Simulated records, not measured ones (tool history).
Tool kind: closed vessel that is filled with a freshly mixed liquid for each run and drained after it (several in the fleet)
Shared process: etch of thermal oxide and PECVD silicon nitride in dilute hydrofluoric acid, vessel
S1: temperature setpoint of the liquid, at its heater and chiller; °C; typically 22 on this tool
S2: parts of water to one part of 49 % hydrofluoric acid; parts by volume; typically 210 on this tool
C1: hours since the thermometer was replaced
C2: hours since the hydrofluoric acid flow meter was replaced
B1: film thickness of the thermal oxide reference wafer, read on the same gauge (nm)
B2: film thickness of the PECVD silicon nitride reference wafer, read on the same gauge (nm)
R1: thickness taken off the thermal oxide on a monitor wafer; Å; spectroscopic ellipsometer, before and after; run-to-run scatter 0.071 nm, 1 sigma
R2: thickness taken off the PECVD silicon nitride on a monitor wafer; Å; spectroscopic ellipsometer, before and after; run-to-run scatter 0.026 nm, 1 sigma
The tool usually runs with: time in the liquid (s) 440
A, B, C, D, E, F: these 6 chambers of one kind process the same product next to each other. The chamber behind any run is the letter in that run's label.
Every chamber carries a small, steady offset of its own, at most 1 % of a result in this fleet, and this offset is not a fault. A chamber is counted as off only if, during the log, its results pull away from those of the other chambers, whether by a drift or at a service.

Run 1B, hour 12.6: usual settings; C1 256.4; C2 604.8; B1 140; B2 40.02. Result: R1 79.424 Å, R2 31.718 Å.
Run 2E, hour 25.1: usual settings; C1 1437.2; C2 506.4; B1 140.01; B2 40.032. Result: R1 79.534 Å, R2 31.654 Å.
Run 3A, hour 34.5: usual settings; C1 397.1; C2 1029.6; B1 140; B2 39.992. Result: R1 79.554 Å, R2 32.26 Å.
Run 4F, hour 47.9: usual settings; C1 1187.2; C2 374; B1 139.97; B2 39.989. Result: R1 78.581 Å, R2 32.238 Å.
Run 5D, hour 59.1: usual settings; C1 211.3; C2 264.9; B1 139.98; B2 39.978. Result: R1 79.352 Å, R2 31.48 Å.
Run 6C, hour 68.4: usual settings; C1 669.2; C2 228.4; B1 139.99; B2 40.012. Result: R1 78.968 Å, R2 31.772 Å.
Run 7A, hour 77.3: usual settings; C1 439.9; C2 1072.4; B1 139.99; B2 40.01. Result: R1 77.875 Å, R2 31.354 Å.
Run 8E, hour 91.7: usual settings; C1 1503.8; C2 573; B1 139.97; B2 40.008. Result: R1 80.8 Å, R2 31.633 Å.
Run 9F, hour 104.6: usual settings; C1 1243.9; C2 430.7; B1 139.99; B2 40.018. Result: R1 77.435 Å, R2 32.101 Å.
Run 10C, hour 116.9: usual settings; C1 717.7; C2 276.9; B1 140; B2 39.997. Result: R1 78.475 Å, R2 32.111 Å.
At hour 121: chamber E: thermometer replaced.
Run 11D, hour 123.7: usual settings; C1 275.9; C2 329.5; B1 140.01; B2 39.976. Result: R1 78.43 Å, R2 31.979 Å.
Run 12B, hour 135: usual settings but S1 27 °C, time in the liquid (s) 310; C1 378.8; C2 727.2; B1 140.03; B2 40.004. Result: R1 67.081 Å, R2 30.52 Å.
Run 13E, hour 147.5: usual settings but S1 27 °C, time in the liquid (s) 310; C1 26.6; C2 628.8; B1 139.99; B2 40. Result: R1 66.895 Å, R2 30.648 Å.
Run 14B, hour 155.6: usual settings but S1 27 °C, time in the liquid (s) 310; C1 399.4; C2 747.8; B1 140; B2 40.038. Result: R1 67.348 Å, R2 30.318 Å.
Run 15C, hour 163: usual settings but S1 27 °C, time in the liquid (s) 310; C1 763.8; C2 323; B1 140; B2 39.969. Result: R1 66.259 Å, R2 30.793 Å.
Run 16D, hour 169.8: usual settings but S1 27 °C, time in the liquid (s) 310; C1 322; C2 375.6; B1 140; B2 40.054. Result: R1 67.868 Å, R2 30.487 Å.
Run 17F, hour 182.2: usual settings but S1 27 °C, time in the liquid (s) 310; C1 1321.5; C2 508.3; B1 140; B2 40.04. Result: R1 66.159 Å, R2 30.481 Å.
At hour 193.6: chamber E: hydrofluoric acid flow meter replaced.
Run 18A, hour 196.2: usual settings; C1 558.8; C2 1191.3; B1 140; B2 39.982. Result: R1 77.859 Å, R2 32.182 Å.
Run 19F, hour 208.8: usual settings but S2 250 parts by volume, time in the liquid (s) 645; C1 1348.1; C2 534.9; B1 140.01; B2 39.956. Result: R1 91.356 Å, R2 39.388 Å.
Run 20D, hour 218.4: usual settings but S2 250 parts by volume, time in the liquid (s) 645; C1 370.6; C2 424.2; B1 140.03; B2 40.009. Result: R1 92.222 Å, R2 38.86 Å.
At hour 218.9: chamber F: hydrofluoric acid flow meter replaced.
Run 21C, hour 232.7: usual settings but S2 250 parts by volume, time in the liquid (s) 645; C1 833.5; C2 392.7; B1 140; B2 39.937. Result: R1 94.633 Å, R2 39.354 Å.
Run 22E, hour 241.9: usual settings but S2 250 parts by volume, time in the liquid (s) 645; C1 121; C2 48.4; B1 140.03; B2 39.977. Result: R1 94.187 Å, R2 38.879 Å.
Run 23B, hour 251.5: usual settings but S2 250 parts by volume, time in the liquid (s) 645; C1 495.3; C2 843.7; B1 139.98; B2 39.989. Result: R1 93.456 Å, R2 38.915 Å.
Run 24A, hour 262.2: usual settings but S2 250 parts by volume, time in the liquid (s) 645; C1 624.8; C2 1257.3; B1 139.98; B2 40.049. Result: R1 92.112 Å, R2 38.961 Å.
Run 25F, hour 271.5: usual settings; C1 1410.8; C2 52.7; B1 140; B2 39.964. Result: R1 78.963 Å, R2 32.032 Å.
Run 26C, hour 283: usual settings; C1 883.8; C2 443; B1 140; B2 40.015. Result: R1 78.436 Å, R2 32.146 Å.
Run 27B, hour 298: usual settings; C1 541.8; C2 890.2; B1 139.96; B2 39.983. Result: R1 79.699 Å, R2 31.091 Å.
Run 28D, hour 309.5: usual settings but time in the liquid (s) 295; C1 461.7; C2 515.3; B1 140; B2 40.006. Result: R1 52.559 Å, R2 21.259 Å.
Run 29A, hour 320.8: usual settings but time in the liquid (s) 295; C1 683.4; C2 1315.9; B1 139.99; B2 39.988. Result: R1 52.193 Å, R2 21.104 Å.
Run 30E, hour 332.6: usual settings but time in the liquid (s) 295; C1 211.7; C2 139.1; B1 139.98; B2 40.017. Result: R1 53.511 Å, R2 21.488 Å.
Run 31A, hour 341.8: usual settings but time in the liquid (s) 295; C1 704.4; C2 1336.9; B1 139.99; B2 40.016. Result: R1 52.689 Å, R2 21.364 Å.
Run 32F, hour 354.1: usual settings but time in the liquid (s) 295; C1 1493.4; C2 135.3; B1 139.99; B2 39.988. Result: R1 51.752 Å, R2 21.355 Å.
Run 33E, hour 361.2: usual settings but time in the liquid (s) 295; C1 240.3; C2 167.7; B1 139.98; B2 39.971. Result: R1 53.393 Å, R2 21.248 Å.
Run 34B, hour 371.9: usual settings; C1 615.7; C2 964.1; B1 139.99; B2 40. Result: R1 79.199 Å, R2 31.726 Å.
Run 35C, hour 386: usual settings; C1 986.8; C2 546; B1 140.01; B2 39.972. Result: R1 77.592 Å, R2 31.687 Å.
Run 36D, hour 393.6: usual settings; C1 545.8; C2 599.4; B1 140.02; B2 40.015. Result: R1 79.308 Å, R2 31.602 Å.
Run 37F, hour 405: usual settings; C1 1544.3; C2 186.2; B1 140.03; B2 39.996. Result: R1 77.846 Å, R2 32.324 Å.
Run 38C, hour 418.1: usual settings; C1 1018.9; C2 578.1; B1 139.98; B2 40.04. Result: R1 80.179 Å, R2 32.072 Å.
Run 39E, hour 428.2: usual settings; C1 307.3; C2 234.7; B1 139.97; B2 39.972. Result: R1 78.288 Å, R2 31.671 Å.
Run 40B, hour 435.8: usual settings; C1 679.6; C2 1028; B1 140.01; B2 39.948. Result: R1 79.746 Å, R2 31.829 Å.
Run 41D, hour 443.9: usual settings; C1 596.1; C2 649.7; B1 140; B2 40.018. Result: R1 79.615 Å, R2 31.812 Å.
Run 42A, hour 451.3: usual settings; C1 813.9; C2 1446.4; B1 140.04; B2 39.961. Result: R1 79.17 Å, R2 31.986 Å.

Which is it: a chamber that has drifted or been left off by a service, a gauge drift common to all chambers, or only each chamber's usual small offset? If a chamber is off, name it and its likeliest cause.

Neither any chamber nor the gauge drifts; the chambers differ only by their own small, steady offsets.

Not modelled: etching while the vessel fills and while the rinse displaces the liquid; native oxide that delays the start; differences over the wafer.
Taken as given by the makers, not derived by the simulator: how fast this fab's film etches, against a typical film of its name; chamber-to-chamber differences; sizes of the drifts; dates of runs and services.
